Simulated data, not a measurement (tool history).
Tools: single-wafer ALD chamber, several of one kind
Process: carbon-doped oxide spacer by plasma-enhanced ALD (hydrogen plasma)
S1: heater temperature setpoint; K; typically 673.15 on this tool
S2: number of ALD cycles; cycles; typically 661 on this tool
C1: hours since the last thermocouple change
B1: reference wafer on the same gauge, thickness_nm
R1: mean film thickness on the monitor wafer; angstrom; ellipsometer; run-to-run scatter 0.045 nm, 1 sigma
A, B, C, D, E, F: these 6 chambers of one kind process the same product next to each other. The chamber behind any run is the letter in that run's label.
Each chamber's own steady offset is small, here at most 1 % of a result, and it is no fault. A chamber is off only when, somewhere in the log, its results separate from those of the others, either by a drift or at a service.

run 1B hour=7.2 | S1=673.15 S2=661 | C1=478.3 | B1=34.815 | R1=331.36
run 2D hour=13 | S1=673.15 S2=661 | C1=672.8 | B1=34.813 | R1=330.74
run 3A hour=19.6 | S1=673.15 S2=661 | C1=669.8 | B1=34.824 | R1=329.07
run 4C hour=23.6 | S1=673.15 S2=661 | C1=452.9 | B1=34.819 | R1=328.43
run 5F hour=28.9 | S1=673.15 S2=661 | C1=1734.1 | B1=34.819 | R1=330.07
run 6E hour=32.7 | S1=673.15 S2=661 | C1=217.5 | B1=34.815 | R1=329.17
run 7E hour=39.5 | S1=673.15 S2=661 | C1=224.3 | B1=34.817 | R1=328.68
run 8B hour=46.3 | S1=673.15 S2=661 | C1=517.4 | B1=34.832 | R1=331.77
run 9A hour=52.7 | S1=673.15 S2=661 | C1=702.9 | B1=34.832 | R1=329.61
run 10C hour=61.2 | S1=673.15 S2=661 | C1=490.5 | B1=34.854 | R1=328.57
run 11F hour=65.4 | S1=685.15 S2=661 | C1=1770.6 | B1=34.845 | R1=318.18
run 12D hour=73.3 | S1=685.15 S2=661 | C1=733.1 | B1=34.854 | R1=319.5
run 13C hour=78.6 | S1=685.15 S2=661 | C1=507.9 | B1=34.861 | R1=316.42
run 14D hour=84 | S1=685.15 S2=661 | C1=743.8 | B1=34.868 | R1=318.75
run 15F hour=90.3 | S1=685.15 S2=661 | C1=1795.5 | B1=34.857 | R1=318.66
run 16B hour=94.5 | S1=685.15 S2=661 | C1=565.6 | B1=34.874 | R1=319.8
run 17E hour=101.6 | S1=673.15 S2=661 | C1=286.4 | B1=34.889 | R1=329.83
run 18A hour=108.6 | S1=673.15 S2=661 | C1=758.8 | B1=34.869 | R1=329.95
run 19B hour=116.4 | S1=666.15 S2=729 | C1=587.5 | B1=34.881 | R1=365.63
run 20C hour=123.5 | S1=666.15 S2=729 | C1=552.8 | B1=34.893 | R1=363.65
run 21E hour=130.6 | S1=666.15 S2=729 | C1=315.4 | B1=34.888 | R1=364.2
run 22A hour=135.9 | S1=666.15 S2=729 | C1=786.1 | B1=34.908 | R1=364.47
run 23D hour=143 | S1=666.15 S2=729 | C1=802.8 | B1=34.905 | R1=367.34
run 24F hour=151.1 | S1=666.15 S2=729 | C1=1856.3 | B1=34.911 | R1=364.73
run 25D hour=157 | S1=673.15 S2=661 | C1=816.8 | B1=34.918 | R1=331.44
run 26F hour=165 | S1=673.15 S2=661 | C1=1870.2 | B1=34.92 | R1=331.09
run 27C hour=171.3 | S1=673.15 S2=661 | C1=600.6 | B1=34.938 | R1=329.73
run 28B hour=179.4 | S1=673.15 S2=661 | C1=650.5 | B1=34.925 | R1=332.06
run 29A hour=183.4 | S1=673.15 S2=661 | C1=833.6 | B1=34.93 | R1=330.71
run 30E hour=187.7 | S1=673.15 S2=661 | C1=372.5 | B1=34.944 | R1=331.39
run 31E hour=192.5 | S1=673.15 S2=661 | C1=377.3 | B1=34.93 | R1=331.05
run 32D hour=197.3 | S1=673.15 S2=661 | C1=857.1 | B1=34.951 | R1=332.31
run 33C hour=201.4 | S1=673.15 S2=661 | C1=630.7 | B1=34.953 | R1=329.8
run 34F hour=206.3 | S1=673.15 S2=661 | C1=1911.5 | B1=34.943 | R1=330.67
run 35A hour=214.1 | S1=663.15 S2=760 | C1=864.3 | B1=34.963 | R1=380.11
run 36B hour=218.3 | S1=663.15 S2=760 | C1=689.4 | B1=34.961 | R1=381.85
run 37F hour=222 | S1=663.15 S2=760 | C1=1927.2 | B1=34.96 | R1=381.07
run 38C hour=225.9 | S1=663.15 S2=760 | C1=655.2 | B1=34.975 | R1=378.81
run 39E hour=233.5 | S1=663.15 S2=760 | C1=418.3 | B1=34.988 | R1=380.65
run 40D hour=237.2 | S1=663.15 S2=760 | C1=897 | B1=34.966 | R1=382.87
run 41B hour=241 | S1=673.15 S2=661 | C1=712.1 | B1=34.979 | R1=332.55
run 42A hour=247.2 | S1=673.15 S2=661 | C1=897.4 | B1=34.971 | R1=330.47
run 43C hour=252.5 | S1=673.15 S2=661 | C1=681.8 | B1=34.977 | R1=329.4
run 44E hour=256.5 | S1=673.15 S2=661 | C1=441.3 | B1=34.991 | R1=330.36

All 6 chambers run these settings next. Forecast each chamber's results:
run 45A hour=262.6 | S1=673.15 S2=661 | R1=?
run 45B hour=262.6 | S1=673.15 S2=661 | R1=?
run 45C hour=262.6 | S1=673.15 S2=661 | R1=?
run 45D hour=262.6 | S1=673.15 S2=661 | R1=?
run 45E hour=262.6 | S1=673.15 S2=661 | R1=?
run 45F hour=262.6 | S1=673.15 S2=661 | R1=?

run=45A R1=330.64
run=45B R1=332.61
run=45C R1=330.67
run=45D R1=332.76
run=45E R1=330.61
run=45F R1=331.86

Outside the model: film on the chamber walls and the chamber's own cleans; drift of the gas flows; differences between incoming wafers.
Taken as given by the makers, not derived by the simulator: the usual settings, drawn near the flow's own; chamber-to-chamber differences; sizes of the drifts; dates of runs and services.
